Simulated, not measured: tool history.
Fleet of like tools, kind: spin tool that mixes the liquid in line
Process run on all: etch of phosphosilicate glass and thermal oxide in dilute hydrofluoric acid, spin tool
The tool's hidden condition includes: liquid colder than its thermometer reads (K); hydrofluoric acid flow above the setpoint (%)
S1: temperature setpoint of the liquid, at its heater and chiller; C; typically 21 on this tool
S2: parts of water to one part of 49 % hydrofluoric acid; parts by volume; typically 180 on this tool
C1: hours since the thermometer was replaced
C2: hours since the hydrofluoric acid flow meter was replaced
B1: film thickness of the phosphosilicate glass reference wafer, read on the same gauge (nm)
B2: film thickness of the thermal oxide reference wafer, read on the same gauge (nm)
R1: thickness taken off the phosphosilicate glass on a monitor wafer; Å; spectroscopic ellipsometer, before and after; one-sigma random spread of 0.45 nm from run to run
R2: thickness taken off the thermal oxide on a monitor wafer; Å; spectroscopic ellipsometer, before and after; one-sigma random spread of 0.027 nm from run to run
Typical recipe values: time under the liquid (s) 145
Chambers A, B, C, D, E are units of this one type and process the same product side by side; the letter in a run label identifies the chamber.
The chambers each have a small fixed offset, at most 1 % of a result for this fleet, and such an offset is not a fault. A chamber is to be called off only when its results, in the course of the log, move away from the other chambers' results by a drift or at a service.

Run 1C, day 0.196: usual settings; C1 1029.8; C2 16.7; B1 109.98; B2 89.968. Result: R1 581.43 Å, R2 31.093 Å.
Run 2A, day 0.438: usual settings; C1 36; C2 477; B1 110.01; B2 90.007. Result: R1 580.46 Å, R2 30.98 Å.
Run 3D, day 0.746: usual settings; C1 869.1; C2 592.9; B1 109.99; B2 89.999. Result: R1 581.38 Å, R2 31.44 Å.
Run 4B, day 1.008: usual settings; C1 581.2; C2 694.4; B1 110; B2 89.998. Result: R1 581.45 Å, R2 31.48 Å.
At day 1.242: chamber B: hydrofluoric acid flow meter replaced.
Run 5E, day 1.354: usual settings but S1 22.5 C, time under the liquid (s) 90; C1 1966; C2 1548.5; B1 109.98; B2 90.011. Result: R1 384.78 Å, R2 20.608 Å.
Run 6E, day 1.671: usual settings but S1 22.5 C, time under the liquid (s) 90; C1 1973.6; C2 1556.1; B1 109.98; B2 89.985. Result: R1 383.82 Å, R2 20.561 Å.
Run 7C, day 2.021: usual settings but S1 22.5 C, time under the liquid (s) 90; C1 1073.6; C2 60.5; B1 110; B2 90.012. Result: R1 381.86 Å, R2 20.342 Å.
Run 8B, day 2.275: usual settings but S1 22.5 C, time under the liquid (s) 90; C1 611.6; C2 24.8; B1 110.01; B2 90. Result: R1 383.84 Å, R2 20.707 Å.
Run 9A, day 2.475: usual settings but S1 22.5 C, time under the liquid (s) 90; C1 84.9; C2 525.9; B1 109.96; B2 89.983. Result: R1 380.44 Å, R2 20.235 Å.
Run 10D, day 2.796: usual settings; C1 918.3; C2 642.1; B1 109.98; B2 90.023. Result: R1 580.41 Å, R2 31.367 Å.
At day 2.821: chamber D: hydrofluoric acid flow meter replaced.
Run 11B, day 3.004: usual settings; C1 629.1; C2 42.3; B1 110; B2 89.991. Result: R1 576.98 Å, R2 31.422 Å.
Run 12D, day 3.283: usual settings; C1 930; C2 11.1; B1 110.01; B2 90.041. Result: R1 583.95 Å, R2 31.802 Å.
Run 13C, day 3.538: usual settings; C1 1110; C2 96.9; B1 110.03; B2 90. Result: R1 578.25 Å, R2 31.06 Å.
Run 14E, day 3.742: usual settings; C1 2023.3; C2 1605.8; B1 110; B2 90.008. Result: R1 587.62 Å, R2 31.082 Å.
Run 15A, day 4.033: usual settings; C1 122.3; C2 563.3; B1 110.02; B2 90.018. Result: R1 583.31 Å, R2 31.308 Å.
Run 16D, day 4.338: usual settings; C1 955.3; C2 36.4; B1 110.03; B2 89.995. Result: R1 589.55 Å, R2 31.441 Å.
Run 17A, day 4.721: usual settings; C1 138.8; C2 579.8; B1 109.98; B2 89.992. Result: R1 575.69 Å, R2 31.392 Å.
Run 18B, day 4.992: usual settings; C1 676.8; C2 90; B1 110; B2 90.007. Result: R1 577.48 Å, R2 31.39 Å.
Run 19E, day 5.375: usual settings; C1 2062.5; C2 1645; B1 109.99; B2 89.995. Result: R1 591.88 Å, R2 30.991 Å.
Run 20C, day 5.733: usual settings; C1 1162.7; C2 149.6; B1 109.99; B2 89.997. Result: R1 583.17 Å, R2 31.311 Å.
Run 21B, day 6.017: usual settings; C1 701.4; C2 114.6; B1 109.99; B2 89.985. Result: R1 584.59 Å, R2 31.66 Å.
Run 22D, day 6.262: usual settings; C1 1001.5; C2 82.6; B1 110.03; B2 89.97. Result: R1 577.97 Å, R2 31.952 Å.
Run 23E, day 6.538: usual settings; C1 2090.4; C2 1672.9; B1 110; B2 90. Result: R1 591.44 Å, R2 31.3 Å.
Run 24A, day 6.933: usual settings; C1 191.9; C2 632.9; B1 109.98; B2 90.012. Result: R1 588.46 Å, R2 30.824 Å.
Run 25C, day 7.154: usual settings; C1 1196.8; C2 183.7; B1 109.99; B2 90.014. Result: R1 583.22 Å, R2 31.585 Å.
Run 26D, day 7.408: usual settings but time under the liquid (s) 85; C1 1029; C2 110.1; B1 110; B2 90.021. Result: R1 343.56 Å, R2 18.281 Å.
Run 27B, day 7.617: usual settings but time under the liquid (s) 85; C1 739.8; C2 153; B1 110.01; B2 89.985. Result: R1 345.31 Å, R2 18.486 Å.
Run 28E, day 7.833: usual settings but time under the liquid (s) 85; C1 2121.5; C2 1704; B1 110.03; B2 90.009. Result: R1 344 Å, R2 18.318 Å.
Run 29A, day 8.188: usual settings but time under the liquid (s) 85; C1 222; C2 663; B1 109.99; B2 89.979. Result: R1 340.93 Å, R2 18.248 Å.
Run 30C, day 8.425: usual settings but time under the liquid (s) 85; C1 1227.3; C2 214.2; B1 109.98; B2 89.991. Result: R1 342.35 Å, R2 18.218 Å.
Run 31D, day 8.658: usual settings; C1 1059; C2 140.1; B1 110.02; B2 90.016. Result: R1 575.48 Å, R2 31.955 Å.
Run 32E, day 9.017: usual settings; C1 2149.9; C2 1732.4; B1 109.99; B2 90.009. Result: R1 584.9 Å, R2 31.169 Å.
Run 33B, day 9.367: usual settings; C1 781.8; C2 195; B1 110.03; B2 90.005. Result: R1 588.64 Å, R2 31.72 Å.
Run 34A, day 9.796: usual settings; C1 260.6; C2 701.6; B1 109.98; B2 89.998. Result: R1 574.82 Å, R2 31.167 Å.
Run 35C, day 10.021: usual settings but S1 17 C; C1 1265.6; C2 252.5; B1 109.99; B2 90.019. Result: R1 493.38 Å, R2 26.296 Å.
Run 36B, day 10.25: usual settings but S1 17 C; C1 803; C2 216.2; B1 109.99; B2 90.045. Result: R1 501.37 Å, R2 26.88 Å.
Run 37D, day 10.462: usual settings but S1 17 C; C1 1102.3; C2 183.4; B1 109.97; B2 90.01. Result: R1 495.34 Å, R2 26.863 Å.

Is one chamber out of step, is the gauge drifting, or do the chambers differ by no more than their own small offsets? For an off chamber, give its letter and the likeliest cause.

Beyond each chamber's small constant offset nothing stands out, and the gauge stays steady.
